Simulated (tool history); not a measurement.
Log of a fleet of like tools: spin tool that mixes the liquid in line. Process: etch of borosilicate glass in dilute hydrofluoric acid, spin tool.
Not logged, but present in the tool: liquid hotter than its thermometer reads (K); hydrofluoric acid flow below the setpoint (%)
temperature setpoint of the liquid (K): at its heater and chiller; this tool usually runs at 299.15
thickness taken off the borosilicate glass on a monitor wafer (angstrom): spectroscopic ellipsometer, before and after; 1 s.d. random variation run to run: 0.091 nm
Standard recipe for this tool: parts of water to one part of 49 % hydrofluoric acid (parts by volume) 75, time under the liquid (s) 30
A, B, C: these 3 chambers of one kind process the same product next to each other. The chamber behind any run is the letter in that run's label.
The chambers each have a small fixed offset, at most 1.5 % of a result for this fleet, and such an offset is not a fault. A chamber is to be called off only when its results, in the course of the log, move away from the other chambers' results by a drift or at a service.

run	hour	temperature setpoint of the liquid (K)	parts of water to one part of 49 % hydrofluoric acid (parts by volume)	time under the liquid (s)	hours since the thermometer was replaced	hours since the hydrofluoric acid flow meter was replaced	read-back film thickness of the borosilicate glass reference wafer, read on the same gauge (nm)	thickness taken off the borosilicate glass on a monitor wafer (angstrom)
1A	3.8	299.15	75	30	451.4	262.0	40.036	113.130
2B	8.0	299.15	75	30	1467.0	470.6	40.011	110.040
3C	10.2	299.15	75	30	322.9	459.7	40.011	111.580
4C	13.8	299.15	75	30	326.5	463.3	39.999	111.460
5B	16.1	299.15	75	30	1475.1	478.7	40.015	109.010
6A	19.1	299.15	75	30	466.7	277.3	39.997	114.410
7A	22.7	299.15	75	30	470.3	280.9	40.004	113.990
8C	27.7	299.15	75	30	340.4	477.2	40.006	111.860
9B	30.1	299.15	75	30	1489.1	492.7	40.001	109.750
10A	34.6	299.15	75	30	482.2	292.8	39.960	112.090
11B	37.6	299.15	75	30	1496.6	500.2	39.971	109.470
12C	41.8	294.65	75	25	354.5	491.3	40.009	76.918
13B	46.7	294.65	75	25	1505.7	509.3	39.993	76.700
14C	49.6	294.65	75	25	362.3	499.1	40.023	77.299
15A	53.2	299.15	75	30	500.8	311.4	39.984	113.100
16B	55.8	303.65	75	30	1514.8	518.4	40.002	132.230
17C	60.2	303.65	75	30	372.9	509.7	40.004	132.480
18A	64.1	303.65	75	30	511.7	322.3	39.949	134.420
# hour 66.0: chamber B: hydrofluoric acid flow meter replaced
19A	69.1	299.15	75	30	516.7	327.3	40.000	115.300
20C	73.2	299.15	75	30	385.9	522.7	39.975	111.600
21B	78.1	299.15	75	30	1537.1	12.2	39.970	110.590
22B	82.9	299.15	110	15	1541.9	17.0	39.990	36.190
23C	85.5	299.15	110	15	398.2	535.0	40.002	36.862
24A	90.3	299.15	110	15	537.9	348.5	39.993	37.922
25A	95.1	299.15	75	30	542.7	353.3	40.001	119.510
26B	99.9	299.15	75	30	1558.9	34.0	39.979	110.560
27C	103.7	299.15	75	30	416.4	553.2	40.008	110.500
28A	106.6	299.15	75	30	554.2	364.8	40.012	118.740
29B	110.3	299.15	75	30	1569.3	44.4	39.994	109.470
30C	113.4	299.15	75	30	426.1	562.9	40.002	111.630
31B	117.8	299.15	75	30	1576.8	51.9	39.986	110.620
32C	122.5	297.15	75	50	435.2	572.0	39.986	173.130
33A	125.2	297.15	75	50	572.8	383.4	40.024	187.340
34C	129.8	297.15	75	50	442.5	579.3	40.002	173.050
35A	132.1	299.15	75	30	579.7	390.3	39.992	121.830
36B	136.9	299.15	75	30	1595.9	71.0	40.031	111.090

Does one chamber stand apart from the rest, does the shared gauge drift, or is all well apart from small per-chamber offsets? Give the chamber and the most likely cause, where there is one.

It is chamber A that slowly wanders off from its peers.
What lies behind it: liquid hotter than its thermometer reads (K) = 2.32.
The log may not separate it from: hydrofluoric acid flow above the setpoint (%).

Here are 4 candidates for chamber A's next run, each the usual settings with a change, their results left as question marks. Which one brings its results back in line with what the others give on the usual settings?
A result is in line if it is within this distance of the other chambers' mean on the usual settings: thickness taken off the borosilicate glass on a monitor wafer (angstrom) 3.200
37A-1	140.6	300.15	75	30				?
37A-2	140.6	296.65	75	30				?
37A-3	140.6	301.65	75	30				?
37A-4	140.6	298.15	75	30				?

Usual-settings mean across the other chambers: thickness taken off the borosilicate glass on a monitor wafer (angstrom) 111.190
run	thickness taken off the borosilicate glass on a monitor wafer (angstrom)
37A-1	128.240
37A-2	111.730
37A-3	135.880
37A-4	118.600
It is 37A-2 that realigns the chamber with its peers.
